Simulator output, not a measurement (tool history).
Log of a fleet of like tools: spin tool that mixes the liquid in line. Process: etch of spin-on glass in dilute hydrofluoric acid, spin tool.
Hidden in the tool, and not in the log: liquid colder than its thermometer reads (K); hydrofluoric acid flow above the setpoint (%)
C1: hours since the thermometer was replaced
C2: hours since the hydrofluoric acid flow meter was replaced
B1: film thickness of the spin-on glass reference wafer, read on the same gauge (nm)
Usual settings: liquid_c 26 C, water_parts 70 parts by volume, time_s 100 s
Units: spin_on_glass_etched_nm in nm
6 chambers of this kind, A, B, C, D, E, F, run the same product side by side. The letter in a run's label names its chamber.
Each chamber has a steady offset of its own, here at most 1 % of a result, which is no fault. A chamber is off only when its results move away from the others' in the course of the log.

{"run": "1A", "hour": 3.9, "liquid_c": 26, "water_parts": 70, "time_s": 100, "C1": 1596.7, "C2": 997.9, "B1": 40.001, "spin_on_glass_etched_nm": 47.804}
{"run": "2C", "hour": 7.0, "liquid_c": 26, "water_parts": 70, "time_s": 100, "C1": 1470.4, "C2": 84.2, "B1": 40.02, "spin_on_glass_etched_nm": 47.137}
{"run": "3E", "hour": 10.1, "liquid_c": 26, "water_parts": 70, "time_s": 100, "C1": 1482.5, "C2": 692.3, "B1": 39.962, "spin_on_glass_etched_nm": 46.75}
{"run": "4F", "hour": 15.0, "liquid_c": 26, "water_parts": 70, "time_s": 100, "C1": 510.4, "C2": 596.6, "B1": 39.992, "spin_on_glass_etched_nm": 46.717}
{"run": "5B", "hour": 20.0, "liquid_c": 26, "water_parts": 70, "time_s": 100, "C1": 630.2, "C2": 276.3, "B1": 40.003, "spin_on_glass_etched_nm": 47.154}
{"run": "6D", "hour": 23.3, "liquid_c": 26, "water_parts": 70, "time_s": 100, "C1": 848.7, "C2": 175.3, "B1": 40.004, "spin_on_glass_etched_nm": 47.169}
{"run": "7A", "hour": 26.5, "liquid_c": 26, "water_parts": 85, "time_s": 65, "C1": 1619.3, "C2": 1020.5, "B1": 39.993, "spin_on_glass_etched_nm": 25.113}
{"run": "8C", "hour": 31.7, "liquid_c": 26, "water_parts": 85, "time_s": 65, "C1": 1495.1, "C2": 108.9, "B1": 39.998, "spin_on_glass_etched_nm": 25.016}
{"run": "9F", "hour": 35.8, "liquid_c": 26, "water_parts": 85, "time_s": 65, "C1": 531.2, "C2": 617.4, "B1": 40.001, "spin_on_glass_etched_nm": 24.939}
{"run": "10E", "hour": 40.1, "liquid_c": 26, "water_parts": 85, "time_s": 65, "C1": 1512.5, "C2": 722.3, "B1": 39.984, "spin_on_glass_etched_nm": 24.38}
{"run": "11B", "hour": 43.1, "liquid_c": 26, "water_parts": 85, "time_s": 65, "C1": 653.3, "C2": 299.4, "B1": 40.004, "spin_on_glass_etched_nm": 24.57}
{"run": "12D", "hour": 46.3, "liquid_c": 26, "water_parts": 85, "time_s": 65, "C1": 871.7, "C2": 198.3, "B1": 40.009, "spin_on_glass_etched_nm": 25.007}
{"run": "13C", "hour": 49.2, "liquid_c": 26, "water_parts": 70, "time_s": 100, "C1": 1512.6, "C2": 126.4, "B1": 40.013, "spin_on_glass_etched_nm": 47.299}
{"run": "14B", "hour": 51.6, "liquid_c": 26, "water_parts": 70, "time_s": 100, "C1": 661.8, "C2": 307.9, "B1": 40.001, "spin_on_glass_etched_nm": 47.135}
{"run": "15F", "hour": 56.2, "liquid_c": 22, "water_parts": 70, "time_s": 80, "C1": 551.6, "C2": 637.8, "B1": 40.014, "spin_on_glass_etched_nm": 32.041}
{"run": "16A", "hour": 60.7, "liquid_c": 22, "water_parts": 70, "time_s": 80, "C1": 1653.5, "C2": 1054.7, "B1": 39.993, "spin_on_glass_etched_nm": 32.462}
{"run": "17D", "hour": 63.9, "liquid_c": 22, "water_parts": 70, "time_s": 80, "C1": 889.3, "C2": 215.9, "B1": 39.975, "spin_on_glass_etched_nm": 32.479}
{"run": "18E", "hour": 68.8, "liquid_c": 22, "water_parts": 70, "time_s": 80, "C1": 1541.2, "C2": 751, "B1": 40.006, "spin_on_glass_etched_nm": 31.606}
{"run": "19D", "hour": 71.2, "liquid_c": 22, "water_parts": 70, "time_s": 80, "C1": 896.6, "C2": 223.2, "B1": 40.018, "spin_on_glass_etched_nm": 32.733}
{"run": "20F", "hour": 74.7, "liquid_c": 22, "water_parts": 70, "time_s": 80, "C1": 570.1, "C2": 656.3, "B1": 40.041, "spin_on_glass_etched_nm": 32.083}
{"hour": 74.9, "done": "chamber E: hydrofluoric acid flow meter replaced"}
{"run": "21E", "hour": 78.4, "liquid_c": 26, "water_parts": 70, "time_s": 100, "C1": 1550.8, "C2": 3.6, "B1": 39.985, "spin_on_glass_etched_nm": 46.377}
{"run": "22C", "hour": 83.6, "liquid_c": 26, "water_parts": 70, "time_s": 100, "C1": 1547, "C2": 160.8, "B1": 39.993, "spin_on_glass_etched_nm": 47.425}
{"run": "23B", "hour": 87.0, "liquid_c": 26, "water_parts": 70, "time_s": 100, "C1": 697.2, "C2": 343.3, "B1": 39.963, "spin_on_glass_etched_nm": 46.791}
{"run": "24A", "hour": 89.4, "liquid_c": 26, "water_parts": 70, "time_s": 45, "C1": 1682.2, "C2": 1083.4, "B1": 39.99, "spin_on_glass_etched_nm": 21.471}
{"run": "25B", "hour": 93.2, "liquid_c": 26, "water_parts": 70, "time_s": 45, "C1": 703.4, "C2": 349.5, "B1": 39.98, "spin_on_glass_etched_nm": 21.12}
{"run": "26F", "hour": 96.7, "liquid_c": 26, "water_parts": 70, "time_s": 45, "C1": 592.1, "C2": 678.3, "B1": 40.019, "spin_on_glass_etched_nm": 21.04}
{"run": "27C", "hour": 101.6, "liquid_c": 26, "water_parts": 70, "time_s": 45, "C1": 1565, "C2": 178.8, "B1": 40.021, "spin_on_glass_etched_nm": 21.242}
{"run": "28E", "hour": 106.4, "liquid_c": 26, "water_parts": 70, "time_s": 45, "C1": 1578.8, "C2": 31.6, "B1": 40.022, "spin_on_glass_etched_nm": 20.894}
{"run": "29D", "hour": 110.6, "liquid_c": 26, "water_parts": 70, "time_s": 45, "C1": 936, "C2": 262.6, "B1": 40.003, "spin_on_glass_etched_nm": 21.953}
{"run": "30A", "hour": 115.7, "liquid_c": 26, "water_parts": 70, "time_s": 100, "C1": 1708.5, "C2": 1109.7, "B1": 40.021, "spin_on_glass_etched_nm": 47.409}
{"run": "31C", "hour": 120.4, "liquid_c": 26, "water_parts": 70, "time_s": 100, "C1": 1583.8, "C2": 197.6, "B1": 40.01, "spin_on_glass_etched_nm": 47.434}
{"run": "32F", "hour": 124.4, "liquid_c": 26, "water_parts": 70, "time_s": 100, "C1": 619.8, "C2": 706, "B1": 39.974, "spin_on_glass_etched_nm": 46.747}
{"run": "33A", "hour": 128.1, "liquid_c": 26, "water_parts": 70, "time_s": 100, "C1": 1720.9, "C2": 1122.1, "B1": 39.987, "spin_on_glass_etched_nm": 47.448}
{"run": "34E", "hour": 131.8, "liquid_c": 28, "water_parts": 70, "time_s": 100, "C1": 1604.2, "C2": 57, "B1": 40.01, "spin_on_glass_etched_nm": 50.405}
{"run": "35D", "hour": 135.2, "liquid_c": 28, "water_parts": 70, "time_s": 100, "C1": 960.6, "C2": 287.2, "B1": 40.032, "spin_on_glass_etched_nm": 53.402}
{"run": "36B", "hour": 138.6, "liquid_c": 28, "water_parts": 70, "time_s": 100, "C1": 748.8, "C2": 394.9, "B1": 39.99, "spin_on_glass_etched_nm": 50.888}

Next, every chamber runs the same settings. What will each give?
{"run": "37A", "hour": 142.4, "liquid_c": 23, "water_parts": 70, "time_s": 100, "spin_on_glass_etched_nm": "?"}
{"run": "37B", "hour": 142.4, "liquid_c": 23, "water_parts": 70, "time_s": 100, "spin_on_glass_etched_nm": "?"}
{"run": "37C", "hour": 142.4, "liquid_c": 23, "water_parts": 70, "time_s": 100, "spin_on_glass_etched_nm": "?"}
{"run": "37D", "hour": 142.4, "liquid_c": 23, "water_parts": 70, "time_s": 100, "spin_on_glass_etched_nm": "?"}
{"run": "37E", "hour": 142.4, "liquid_c": 23, "water_parts": 70, "time_s": 100, "spin_on_glass_etched_nm": "?"}
{"run": "37F", "hour": 142.4, "liquid_c": 23, "water_parts": 70, "time_s": 100, "spin_on_glass_etched_nm": "?"}

run=37A spin_on_glass_etched_nm=42.277
run=37B spin_on_glass_etched_nm=41.4
run=37C spin_on_glass_etched_nm=42.155
run=37D spin_on_glass_etched_nm=44.103
run=37E spin_on_glass_etched_nm=41.351
run=37F spin_on_glass_etched_nm=41.948

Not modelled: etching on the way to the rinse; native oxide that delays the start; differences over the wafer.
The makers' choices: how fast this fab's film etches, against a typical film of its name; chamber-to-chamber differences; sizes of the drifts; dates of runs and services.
